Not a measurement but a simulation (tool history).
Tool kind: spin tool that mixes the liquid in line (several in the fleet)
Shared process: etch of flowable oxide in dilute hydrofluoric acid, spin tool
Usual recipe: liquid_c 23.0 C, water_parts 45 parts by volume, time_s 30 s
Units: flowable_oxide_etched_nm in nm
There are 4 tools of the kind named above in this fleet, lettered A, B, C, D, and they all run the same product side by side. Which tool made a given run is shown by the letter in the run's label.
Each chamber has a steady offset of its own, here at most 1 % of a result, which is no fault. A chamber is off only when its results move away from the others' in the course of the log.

run,day,liquid_c,water_parts,time_s,hours since the thermometer was replaced,hours since the hydrofluoric acid flow meter was replaced,"read-back film thickness of the flowable oxide reference wafer, read on the same gauge (nm)",flowable_oxide_etched_nm
1B,0.204,23.0,45,30,493.1,461.8,110.01,41.179
# day 0.262: chamber D: hydrofluoric acid flow meter replaced
2A,0.450,23.0,45,30,1422.7,321.2,109.99,42.199
3D,0.638,23.0,45,30,273.2,9.0,109.99,41.952
4C,0.817,23.0,45,30,130.4,696.2,109.94,41.957
5A,1.000,23.0,45,30,1435.9,334.4,110.00,42.693
6C,1.188,23.0,45,30,139.3,705.1,110.04,41.828
7D,1.392,23.0,45,30,291.3,27.1,109.99,41.023
8B,1.608,23.0,45,45,526.8,495.5,110.07,62.389
9D,1.767,23.0,45,45,300.3,36.1,110.00,62.227
10B,2.054,23.0,45,45,537.5,506.2,110.02,63.179
11A,2.271,23.0,45,45,1466.4,364.9,109.99,63.026
12C,2.492,23.0,45,30,170.6,736.4,110.02,41.985
# day 2.525: chamber B: hydrofluoric acid flow meter replaced
13A,2.688,23.0,45,30,1476.4,374.9,110.02,41.961
14B,2.958,23.0,55,30,559.2,10.5,109.97,33.596
15D,3.083,23.0,55,30,331.9,67.7,110.01,33.778
16C,3.371,23.0,55,30,191.7,757.5,110.03,34.236
17A,3.658,23.0,55,30,1499.7,398.2,110.02,34.355
18C,3.858,23.0,45,30,203.4,769.2,109.98,41.932
19D,4.083,23.0,45,30,355.9,91.7,109.99,42.163
20B,4.238,23.0,45,30,589.9,41.2,110.03,41.280
21D,4.483,23.0,45,30,365.5,101.3,109.99,41.305
22B,4.671,23.0,45,30,600.3,51.6,109.99,40.987
23C,4.812,23.0,45,30,226.3,792.1,109.99,41.663
24A,5.100,23.0,45,30,1534.3,432.8,109.97,43.858
25B,5.312,23.0,45,30,615.7,67.0,110.02,41.320
26C,5.467,23.0,45,30,242.0,807.8,110.01,41.269
27A,5.592,23.0,45,30,1546.1,444.6,110.00,43.189
28D,5.758,23.0,45,30,396.1,131.9,109.98,42.075
29A,6.012,23.0,45,30,1556.2,454.7,110.02,43.070
30B,6.154,23.0,45,30,635.9,87.2,110.02,40.745
31D,6.304,23.0,45,30,409.2,145.0,110.04,40.953
32C,6.438,23.0,45,30,265.3,831.1,110.02,40.635
# day 6.542: chamber A: hydrofluoric acid flow meter replaced
33A,6.629,23.0,45,30,1571.0,2.1,109.95,43.138
34D,6.875,23.0,45,30,422.9,158.7,110.02,41.847
35C,7.100,23.0,45,30,281.2,847.0,109.99,41.515
36B,7.250,23.0,45,30,662.2,113.5,110.01,41.602
37B,7.392,23.0,45,30,665.6,116.9,110.00,41.423
38D,7.583,23.0,45,30,439.9,175.7,110.04,41.347
39A,7.833,23.0,45,30,1599.9,31.0,110.01,44.231
# day 8.029: chamber D: thermometer replaced
40C,8.096,23.0,45,30,305.1,870.9,110.00,41.860
41A,8.308,23.0,45,30,1611.3,42.4,110.03,44.888
42D,8.567,23.0,45,30,13.0,199.3,110.02,41.108
43B,8.692,23.0,45,30,696.8,148.1,110.05,41.200

Predict what each chamber gives when all 4 of them run the settings below next.
44A,8.904,18.5,45,30,,,,?
44B,8.904,18.5,45,30,,,,?
44C,8.904,18.5,45,30,,,,?
44D,8.904,18.5,45,30,,,,?

run,flowable_oxide_etched_nm
44A,37.610
44B,34.378
44C,34.214
44D,34.562
